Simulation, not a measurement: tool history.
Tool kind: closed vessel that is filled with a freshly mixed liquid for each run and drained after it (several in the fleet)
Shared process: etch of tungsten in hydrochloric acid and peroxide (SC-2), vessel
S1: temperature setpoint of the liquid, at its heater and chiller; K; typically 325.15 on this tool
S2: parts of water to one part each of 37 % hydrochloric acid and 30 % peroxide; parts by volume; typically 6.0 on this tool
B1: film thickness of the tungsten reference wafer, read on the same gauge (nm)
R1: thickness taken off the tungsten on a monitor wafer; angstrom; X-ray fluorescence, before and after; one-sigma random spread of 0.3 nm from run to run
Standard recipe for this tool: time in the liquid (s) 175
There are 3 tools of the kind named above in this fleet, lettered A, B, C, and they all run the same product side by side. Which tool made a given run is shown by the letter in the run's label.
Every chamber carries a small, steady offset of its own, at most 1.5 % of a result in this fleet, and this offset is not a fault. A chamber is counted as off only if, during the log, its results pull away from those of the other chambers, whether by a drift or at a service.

{"run": "1A", "day": 0.108, "S1": 325.15, "S2": 6.0, "time in the liquid (s)": 175, "B1": 120.0, "R1": 342.0}
{"run": "2C", "day": 0.238, "S1": 325.15, "S2": 6.0, "time in the liquid (s)": 175, "B1": 119.99, "R1": 339.0}
{"run": "3B", "day": 0.379, "S1": 325.15, "S2": 6.0, "time in the liquid (s)": 175, "B1": 119.96, "R1": 339.34}
{"run": "4C", "day": 0.471, "S1": 325.15, "S2": 6.0, "time in the liquid (s)": 175, "B1": 120.07, "R1": 339.98}
{"run": "5B", "day": 0.592, "S1": 325.15, "S2": 6.0, "time in the liquid (s)": 175, "B1": 120.03, "R1": 338.46}
{"run": "6A", "day": 0.758, "S1": 325.15, "S2": 6.0, "time in the liquid (s)": 175, "B1": 120.0, "R1": 342.51}
{"run": "7A", "day": 0.846, "S1": 325.15, "S2": 6.0, "time in the liquid (s)": 175, "B1": 120.01, "R1": 333.68}
{"run": "8B", "day": 0.954, "S1": 325.15, "S2": 5.0, "time in the liquid (s)": 265, "B1": 120.01, "R1": 594.46}
{"run": "9C", "day": 1.092, "S1": 325.15, "S2": 5.0, "time in the liquid (s)": 265, "B1": 119.99, "R1": 586.95}
{"run": "10B", "day": 1.258, "S1": 325.15, "S2": 5.0, "time in the liquid (s)": 265, "B1": 120.02, "R1": 588.38}
{"run": "11A", "day": 1.425, "S1": 325.15, "S2": 6.0, "time in the liquid (s)": 175, "B1": 120.03, "R1": 335.75}
{"run": "12C", "day": 1.529, "S1": 325.15, "S2": 6.0, "time in the liquid (s)": 175, "B1": 120.01, "R1": 340.97}
{"run": "13C", "day": 1.629, "S1": 325.15, "S2": 6.0, "time in the liquid (s)": 175, "B1": 119.97, "R1": 340.43}
{"run": "14A", "day": 1.783, "S1": 325.15, "S2": 6.0, "time in the liquid (s)": 175, "B1": 120.0, "R1": 332.96}
{"run": "15B", "day": 1.904, "S1": 325.15, "S2": 6.0, "time in the liquid (s)": 175, "B1": 120.02, "R1": 348.88}
{"run": "16C", "day": 2.062, "S1": 325.15, "S2": 6.0, "time in the liquid (s)": 175, "B1": 120.02, "R1": 342.59}
{"run": "17B", "day": 2.171, "S1": 325.15, "S2": 6.0, "time in the liquid (s)": 175, "B1": 120.06, "R1": 352.36}
{"run": "18A", "day": 2.308, "S1": 325.15, "S2": 6.0, "time in the liquid (s)": 175, "B1": 120.02, "R1": 337.03}
{"run": "19B", "day": 2.446, "S1": 325.15, "S2": 6.0, "time in the liquid (s)": 175, "B1": 120.0, "R1": 358.6}
{"run": "20C", "day": 2.558, "S1": 325.15, "S2": 6.0, "time in the liquid (s)": 175, "B1": 119.98, "R1": 339.21}
{"run": "21A", "day": 2.654, "S1": 325.15, "S2": 6.0, "time in the liquid (s)": 175, "B1": 120.01, "R1": 337.72}
{"run": "22C", "day": 2.742, "S1": 325.15, "S2": 6.0, "time in the liquid (s)": 175, "B1": 120.0, "R1": 344.49}
{"run": "23B", "day": 2.883, "S1": 322.15, "S2": 6.0, "time in the liquid (s)": 135, "B1": 120.0, "R1": 226.31}
{"run": "24A", "day": 3.05, "S1": 322.15, "S2": 6.0, "time in the liquid (s)": 135, "B1": 119.96, "R1": 211.85}
{"run": "25A", "day": 3.183, "S1": 322.15, "S2": 6.0, "time in the liquid (s)": 135, "B1": 120.02, "R1": 214.47}
{"run": "26C", "day": 3.267, "S1": 325.15, "S2": 6.0, "time in the liquid (s)": 175, "B1": 120.03, "R1": 340.53}
{"run": "27B", "day": 3.346, "S1": 325.15, "S2": 6.0, "time in the liquid (s)": 175, "B1": 119.98, "R1": 360.54}
{"run": "28C", "day": 3.45, "S1": 325.15, "S2": 6.0, "time in the liquid (s)": 175, "B1": 119.95, "R1": 339.54}
{"run": "29B", "day": 3.604, "S1": 325.15, "S2": 6.0, "time in the liquid (s)": 175, "B1": 120.0, "R1": 363.15}
{"run": "30A", "day": 3.696, "S1": 325.15, "S2": 6.0, "time in the liquid (s)": 175, "B1": 120.01, "R1": 335.8}
{"run": "31A", "day": 3.829, "S1": 325.15, "S2": 7.5, "time in the liquid (s)": 175, "B1": 120.02, "R1": 289.25}

The same settings go to every chamber for the next run, one line per chamber below. Forecast the results for each:
{"run": "32A", "day": 3.954, "S1": 325.15, "S2": 4.5, "time in the liquid (s)": 175, "R1": "?"}
{"run": "32B", "day": 3.954, "S1": 325.15, "S2": 4.5, "time in the liquid (s)": 175, "R1": "?"}
{"run": "32C", "day": 3.954, "S1": 325.15, "S2": 4.5, "time in the liquid (s)": 175, "R1": "?"}

run=32A R1=411.26
run=32B R1=452.68
run=32C R1=416.94
